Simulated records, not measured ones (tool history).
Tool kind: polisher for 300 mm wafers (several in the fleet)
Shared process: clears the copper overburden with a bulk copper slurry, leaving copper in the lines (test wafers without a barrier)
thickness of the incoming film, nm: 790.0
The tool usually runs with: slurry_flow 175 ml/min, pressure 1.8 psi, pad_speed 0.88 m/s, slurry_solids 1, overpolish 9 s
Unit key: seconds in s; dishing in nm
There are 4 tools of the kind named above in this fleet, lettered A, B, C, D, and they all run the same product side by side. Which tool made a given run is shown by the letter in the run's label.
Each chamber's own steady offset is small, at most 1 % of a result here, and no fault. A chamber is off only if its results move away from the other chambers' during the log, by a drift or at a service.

run   hour  slurry_flow  pressure  pad_speed  slurry_solids  overpolish  wafers polished on this pad  hours since the slurry nozzle was cleaned  hours since the head pressure was calibrated  hours since the slurry blender was calibrated  seconds  dishing
 1A      6          175       1.8       0.88              1           9                          197                                      335.4                                         439.6                                           59.2   167.19   31.518
        10  -- chamber B: slurry blender recalibrated
 2B     12          175       1.8       0.88              1           9                          182                                       37.5                                         695.4                                            2.1   159.53   32.013
 3C   19.3          175       1.8       0.88              1           9                          271                                      650.7                                         125.5                                          115.5   160.25   30.098
 4D   26.2          175       1.8       0.88              1           9                          502                                      408.2                                          50.2                                           59.6   164.67    31.16
 5B   29.7          175       1.8       0.88              1           9                          305                                       55.2                                         713.1                                           19.8   158.21   30.982
 6A   35.5          175       1.8       0.88              1           9                          403                                      364.9                                         469.1                                           88.7   162.17   29.735
 7C     40          175       1.8       0.88              1           9                          416                                      671.4                                         146.2                                          136.2   157.77   31.524
 8D   44.1          175       1.8       0.88              1           9                          627                                      426.1                                          68.1                                           77.5    164.6   30.254
 9B   47.5          175       1.8       0.88              1           9                          430                                         73                                         730.9                                           37.6    153.9   31.083
      51.3  -- chamber D: worn pad replaced by a new one
10A   51.3          175       1.8       0.88              1           9                          513                                      380.7                                         484.9                                          104.5   155.47   31.011
      53.9  -- chamber C: slurry nozzle cleaned
11D   55.7          210       1.8       1.06              1           9                           31                                      437.7                                          79.7                                           89.1   128.01   35.467
12C   60.1          210       1.8       1.06              1           9                          557                                        6.3                                         166.3                                          156.3   129.81   36.481
13B   63.9          210       1.8       1.06              1           9                          545                                       89.4                                         747.3                                             54   129.89   38.858
14D   70.4          210       1.8       1.06              1           9                          134                                      452.4                                          94.4                                          103.8   126.25   37.039
15C   76.6          175       1.8       0.88              1           9                          672                                       22.8                                         182.8                                          172.8   160.29   32.067
16A   82.7          175       1.8       0.88              1           9                          733                                      412.1                                         516.3                                          135.9   163.27   30.043
17D   88.3          175       1.8       0.88              1           9                          259                                      470.3                                         112.3                                          121.7    161.3   31.071
18A     94          175       1.8       0.88              1           9                          812                                      423.4                                         527.6                                          147.2   168.64   31.211
19C   98.7          175       1.8       0.88              1           9                          827                                       44.9                                         204.9                                          194.9   162.43   31.846
20B  105.6          175       1.8       0.88              1           9                          836                                      131.1                                           789                                           95.7   154.06   30.904
     112.6  -- chamber A: head pressure recalibrated
21D  112.7          175       1.8       0.88              1           9                          429                                      494.7                                         136.7                                          146.1   167.21   29.512
     115.1  -- chamber C: slurry blender recalibrated
22C  118.3          175       1.8       0.88              1           9                          964                                       64.5                                         224.5                                            3.2   157.98    31.35
23A  125.1          135       1.8       0.88            0.7           9                         1029                                      454.5                                          12.6                                          178.3   187.73   28.194
     129.5  -- chamber A: slurry blender recalibrated
     132.5  -- chamber D: slurry nozzle cleaned
     132.7  -- chamber D: worn pad replaced by a new one
24B  132.7          135       1.8       0.88            0.7           9                         1026                                      158.2                                         816.1                                          122.8   181.57   27.345
25A  140.5          135       1.8       0.88            0.7           9                         1137                                      469.9                                            28                                             11   181.47   27.743
26D  145.5          135       1.8       0.88            0.7           9                           89                                         13                                         169.5                                          178.9   183.52   28.317
27C  149.7          175       1.8       0.88              1           9                         1183                                       95.9                                         255.9                                           34.6   155.67   31.712
28B  157.3          175       1.8       0.88              1           9                         1198                                      182.8                                         840.7                                          147.4   157.65   30.056
     157.6  -- chamber A: worn pad replaced by a new one
     162.6  -- chamber C: worn pad replaced by a new one
29B  164.9          175       1.8       0.88              1           9                         1251                                      190.4                                         848.3                                            155   161.21   29.909
30C  172.5          175       1.8       0.88              1           9                           69                                      118.7                                         278.7                                           57.4   160.54   31.133
     174.4  -- chamber B: worn pad replaced by a new one
     176.4  -- chamber B: slurry blender recalibrated
31D  180.4          175       1.8       0.88              1           9                          333                                       47.9                                         204.4                                          213.8   162.98   30.914
32A  185.2          175       1.8       0.88              1           9                          193                                      514.6                                          72.7                                           55.7   161.56   30.731
33C  191.6          175       1.8       0.88              1           9                          203                                      137.8                                         297.8                                           76.5   157.54   30.955
34A  197.6          175       1.8       0.88              1           9                          280                                        527                                          85.1                                           68.1    163.6   31.638
35B  201.8          175       1.8       0.88              1           9                          191                                      227.3                                         885.2                                           25.4   162.67   30.607
36D  208.9          175       1.8       0.88              1           9                          533                                       76.4                                         232.9                                          242.3   158.11   31.559
37A  212.8          175       1.8       0.88              1           9                          386                                      542.2                                         100.3                                           83.3   157.03   31.174
38D  220.5          175       1.8       0.88              1           9                          614                                         88                                         244.5                                          253.9   160.02   31.472
39B  225.2          175       1.8       0.88              1           9                          355                                      250.7                                         908.6                                           48.8      158   30.105

Each of the 4 chambers runs these same settings next. Fill in every chamber's results:
40A  230.9          225       1.8       0.88              1           9                                                                                                                                                                             ?        ?
40B  230.9          225       1.8       0.88              1           9                                                                                                                                                                             ?        ?
40C  230.9          225       1.8       0.88              1           9                                                                                                                                                                             ?        ?
40D  230.9          225       1.8       0.88              1           9                                                                                                                                                                             ?        ?

run  seconds  dishing
40A   159.94   33.595
40B   156.33    30.34
40C   157.59   31.775
40D   150.56   31.502
